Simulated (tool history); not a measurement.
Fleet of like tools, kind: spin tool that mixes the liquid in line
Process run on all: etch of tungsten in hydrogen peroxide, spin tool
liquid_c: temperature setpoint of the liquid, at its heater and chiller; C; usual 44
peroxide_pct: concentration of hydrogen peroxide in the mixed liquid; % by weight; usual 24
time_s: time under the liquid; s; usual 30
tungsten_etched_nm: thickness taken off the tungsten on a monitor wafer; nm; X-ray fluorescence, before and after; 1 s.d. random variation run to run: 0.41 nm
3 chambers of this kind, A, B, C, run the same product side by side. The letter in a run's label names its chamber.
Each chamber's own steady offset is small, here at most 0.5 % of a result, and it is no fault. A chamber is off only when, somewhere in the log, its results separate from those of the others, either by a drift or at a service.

| run | hour | liquid_c | peroxide_pct | time_s | hours since the thermometer was replaced | hours since the peroxide flow meter was replaced | hours since the heated supply line was repaired | hours since the drum of peroxide was connected | read-back film thickness of the tungsten reference wafer, read on the same gauge (nm) | tungsten_etched_nm |
|---|---|---|---|---|---|---|---|---|---|---|
| 1B | 7.2 | 44 | 24 | 30 | 1057.7 | 457 | 117.7 | 951.4 | 50.017 | 48.186 |
| 2A | 13.3 | 44 | 24 | 30 | 1227.8 | 786 | 1474.4 | 505.2 | 49.979 | 48.109 |
| 3C | 20.8 | 44 | 24 | 30 | 1132.7 | 1147.1 | 438 | 524.3 | 49.997 | 48.509 |
| 4A | 29.7 | 44 | 24 | 30 | 1244.2 | 802.4 | 1490.8 | 521.6 | 50.02 | 48.115 |
| 5B | 41.2 | 44 | 24 | 30 | 1091.7 | 491 | 151.7 | 985.4 | 49.97 | 48.033 |
| 6C | 50.7 | 44 | 24 | 30 | 1162.6 | 1177 | 467.9 | 554.2 | 50.031 | 47.364 |
| 7B | 57.9 | 44 | 24 | 30 | 1108.4 | 507.7 | 168.4 | 1002.1 | 50.003 | 48.776 |
| 8C | 69 | 44 | 24 | 30 | 1180.9 | 1195.3 | 486.2 | 572.5 | 50.024 | 48.398 |
| 9A | 80.5 | 44 | 24 | 30 | 1295 | 853.2 | 1541.6 | 572.4 | 49.993 | 48.633 |
| 10A | 87.2 | 44 | 24 | 30 | 1301.7 | 859.9 | 1548.3 | 579.1 | 49.987 | 48.202 |
| 11B | 95.4 | 44 | 24 | 30 | 1145.9 | 545.2 | 205.9 | 1039.6 | 49.98 | 48.13 |
|  | 102 | chamber B: new drum of peroxide connected |
| 12C | 105 | 44 | 24 | 30 | 1216.9 | 1231.3 | 522.2 | 608.5 | 50.001 | 47.93 |
| 13B | 117 | 44 | 24 | 30 | 1167.5 | 566.8 | 227.5 | 15 | 50.03 | 48.791 |
| 14C | 125.7 | 44 | 24 | 30 | 1237.6 | 1252 | 542.9 | 629.2 | 50.026 | 48.355 |
|  | 134.1 | chamber A: new drum of peroxide connected |
| 15A | 137.8 | 44 | 24 | 30 | 1352.3 | 910.5 | 1598.9 | 3.7 | 50.024 | 47.466 |
| 16A | 149.9 | 44 | 24 | 30 | 1364.4 | 922.6 | 1611 | 15.8 | 49.99 | 47.044 |
| 17C | 162.4 | 48 | 29.5 | 30 | 1274.3 | 1288.7 | 579.6 | 665.9 | 50.056 | 68.856 |
|  | 162.7 | chamber B: peroxide flow meter replaced |
| 18B | 172.9 | 48 | 29.5 | 30 | 1223.4 | 10.2 | 283.4 | 70.9 | 50.007 | 68.278 |
| 19B | 185.4 | 48 | 29.5 | 30 | 1235.9 | 22.7 | 295.9 | 83.4 | 50.033 | 68.428 |
| 20A | 194.7 | 44 | 24 | 30 | 1409.2 | 967.4 | 1655.8 | 60.6 | 50.014 | 47.153 |
| 21C | 202.9 | 44 | 24 | 30 | 1314.8 | 1329.2 | 620.1 | 706.4 | 50.009 | 48.017 |
| 22C | 211.4 | 44 | 29.5 | 30 | 1323.3 | 1337.7 | 628.6 | 714.9 | 50.067 | 53.464 |
| 23A | 223.6 | 44 | 29.5 | 30 | 1438.1 | 996.3 | 1684.7 | 89.5 | 49.973 | 52.179 |
| 24B | 233.2 | 44 | 29.5 | 30 | 1283.7 | 70.5 | 343.7 | 131.2 | 49.975 | 53.383 |
| 25B | 239.4 | 44 | 24 | 30 | 1289.9 | 76.7 | 349.9 | 137.4 | 49.982 | 47.882 |
| 26C | 251.4 | 44 | 24 | 30 | 1363.3 | 1377.7 | 668.6 | 754.9 | 50.004 | 48.501 |
| 27A | 264.8 | 44 | 24 | 30 | 1479.3 | 1037.5 | 1725.9 | 130.7 | 49.989 | 46.437 |
| 28C | 273 | 44 | 24 | 30 | 1384.9 | 1399.3 | 690.2 | 776.5 | 49.958 | 47.844 |
| 29B | 279.4 | 44 | 24 | 30 | 1329.9 | 116.7 | 389.9 | 177.4 | 50.012 | 47.489 |
| 30A | 292.7 | 44 | 24 | 30 | 1507.2 | 1065.4 | 1753.8 | 158.6 | 49.977 | 46.351 |
| 31B | 299.3 | 44 | 24 | 45 | 1349.8 | 136.6 | 409.8 | 197.3 | 49.969 | 72.353 |
| 32C | 310.5 | 44 | 24 | 45 | 1422.4 | 1436.8 | 727.7 | 814 | 49.958 | 73.084 |
| 33A | 319.6 | 44 | 24 | 45 | 1534.1 | 1092.3 | 1780.7 | 185.5 | 50.007 | 67.942 |
| 34B | 327.9 | 44 | 24 | 30 | 1378.4 | 165.2 | 438.4 | 225.9 | 50.022 | 48.206 |
| 35C | 336.8 | 44 | 24 | 30 | 1448.7 | 1463.1 | 754 | 840.3 | 50.003 | 48.019 |
| 36A | 346.5 | 44 | 24 | 30 | 1561 | 1119.2 | 1807.6 | 212.4 | 50.012 | 45.207 |
| 37C | 355.4 | 44 | 24 | 30 | 1467.3 | 1481.7 | 772.6 | 858.9 | 50.013 | 47.672 |
| 38B | 365.8 | 44 | 24 | 30 | 1416.3 | 203.1 | 476.3 | 263.8 | 50.05 | 48.515 |
| 39A | 373.1 | 44 | 24 | 30 | 1587.6 | 1145.8 | 1834.2 | 239 | 50.069 | 45.116 |
| 40A | 386.2 | 44 | 24 | 30 | 1600.7 | 1158.9 | 1847.3 | 252.1 | 49.989 | 44.584 |

Next, all 3 chambers run the settings below, one line each with question marks for the results. What does each chamber give?
| 41A | 396.1 | 44 | 17.5 | 30 |  |  |  |  |  | ? |
| 41B | 396.1 | 44 | 17.5 | 30 |  |  |  |  |  | ? |
| 41C | 396.1 | 44 | 17.5 | 30 |  |  |  |  |  | ? |

| run | tungsten_etched_nm |
|---|---|
| 41A | 38.603 |
| 41B | 41.438 |
| 41C | 40.597 |
